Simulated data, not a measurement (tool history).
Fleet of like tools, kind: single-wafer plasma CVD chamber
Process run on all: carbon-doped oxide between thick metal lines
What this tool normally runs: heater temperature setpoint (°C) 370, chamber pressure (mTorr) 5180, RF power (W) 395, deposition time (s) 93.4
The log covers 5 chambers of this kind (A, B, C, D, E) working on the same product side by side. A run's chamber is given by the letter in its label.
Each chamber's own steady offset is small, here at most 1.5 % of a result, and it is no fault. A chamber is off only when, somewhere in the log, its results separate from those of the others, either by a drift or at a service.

run	hour	heater temperature setpoint (°C)	chamber pressure (mTorr)	RF power (W)	deposition time (s)	hours since the last thermocouple change	hours since the last RF generator calibration	hours since the last manometer calibration	read-back reference wafer on the same gauge, thickness_nm	mean film thickness on the monitor wafer (Å)
1A	3.3	370	5180	395	93.4	553.9	1642.7	209.4	444.19	3802.1
2E	5.4	370	5180	395	93.4	1578.4	1634.8	1626	444.44	3845.6
3D	9	370	5180	395	93.4	2128	186.8	1912.1	443.56	3842.1
4B	13	370	5180	395	93.4	927.5	639.6	1234.9	443.88	3870.4
5C	17.3	370	5180	395	93.4	401.8	1062.4	444.1	443.76	3858.9
6E	21.4	370	5180	395	76.7	1594.4	1650.8	1642	444.35	3179.6
7B	24.7	370	5180	395	76.7	939.2	651.3	1246.6	443.72	3200.9
8A	26.6	370	5180	395	76.7	577.2	1666	232.7	443.98	3109.6
9D	28.6	370	5180	395	76.7	2147.6	206.4	1931.7	443.79	3123.3
10C	31.6	370	5180	395	76.7	416.1	1076.7	458.4	443.8	3191.1
11C	33.6	376	5180	395	107.2	418.1	1078.7	460.4	444.16	4418.1
12A	36.4	376	5180	395	107.2	587	1675.8	242.5	443.82	4291.7
13E	38.6	376	5180	395	107.2	1611.6	1668	1659.2	443.89	4340.3
14D	42.7	376	5180	395	107.2	2161.7	220.5	1945.8	443.58	4309.1
15B	46.7	376	5180	395	107.2	961.2	673.3	1268.6	444.12	4388.7
16E	48.6	370	5180	395	93.4	1621.6	1678	1669.2	444.39	3844.4
17A	52.9	370	5180	395	93.4	603.5	1692.3	259	444.22	3792.7
18B	55.3	370	5180	395	93.4	969.8	681.9	1277.2	444.42	3843.2
19D	58.3	370	5180	395	93.4	2177.3	236.1	1961.4	444.25	3831.6
20C	60.6	370	5180	395	93.4	445.1	1105.7	487.4	444.43	3885.4
21C	64.4	370	4080	395	93.4	448.9	1109.5	491.2	444.27	3737.9
22A	68.1	370	4080	395	93.4	618.7	1707.5	274.2	444.11	3659.7
23D	71.5	370	4080	395	93.4	2190.5	249.3	1974.6	443.97	3695
24B	73.7	370	4080	395	93.4	988.2	700.3	1295.6	444.18	3751.1
25E	75.8	370	4080	395	93.4	1648.8	1705.2	1696.4	443.89	3705.8
26C	79.6	370	5180	395	93.4	464.1	1124.7	506.4	443.94	3870.5
27A	82.9	370	5180	395	93.4	633.5	1722.3	289	443.93	3792.4
28B	85.4	370	5180	395	93.4	999.9	712	1307.3	444.08	3876.5
29D	87.8	370	5180	395	93.4	2206.8	265.6	1990.9	443.95	3822.9
30E	90.2	370	4710	395	93.4	1663.2	1719.6	1710.8	444.18	3803.5
# hour 93.4: chamber B: capacitance manometer re-zeroed and calibrated
31A	93.6	370	4710	395	93.4	644.2	1733	299.7	444.09	3721.6
32B	96.6	370	4710	395	93.4	1011.1	723.2	3.2	444.45	3823.9
33C	100.7	370	4710	395	93.4	485.2	1145.8	527.5	443.82	3823.8
34D	103	370	4710	395	93.4	2222	280.8	2006.1	443.75	3777.3
35E	105.1	370	5180	395	93.4	1678.1	1734.5	1725.7	444.68	3828.8
36B	109	370	5180	395	93.4	1023.5	735.6	15.6	444.24	3886.5
37C	111.2	370	5180	395	93.4	495.7	1156.3	538	444.23	3895.9
38E	114	370	5180	395	93.4	1687	1743.4	1734.6	444.42	3832.1
39D	115.9	370	5180	395	93.4	2234.9	293.7	2019	443.71	3821.9

The same settings go to every chamber for the next run, one line per chamber below. Forecast the results for each:
40A	118.9	370	6260	395	93.4					?
40B	118.9	370	6260	395	93.4					?
40C	118.9	370	6260	395	93.4					?
40D	118.9	370	6260	395	93.4					?
40E	118.9	370	6260	395	93.4					?

run	mean film thickness on the monitor wafer (Å)
40A	3878.8
40B	3975.3
40C	3968.7
40D	3917.9
40E	3915.2
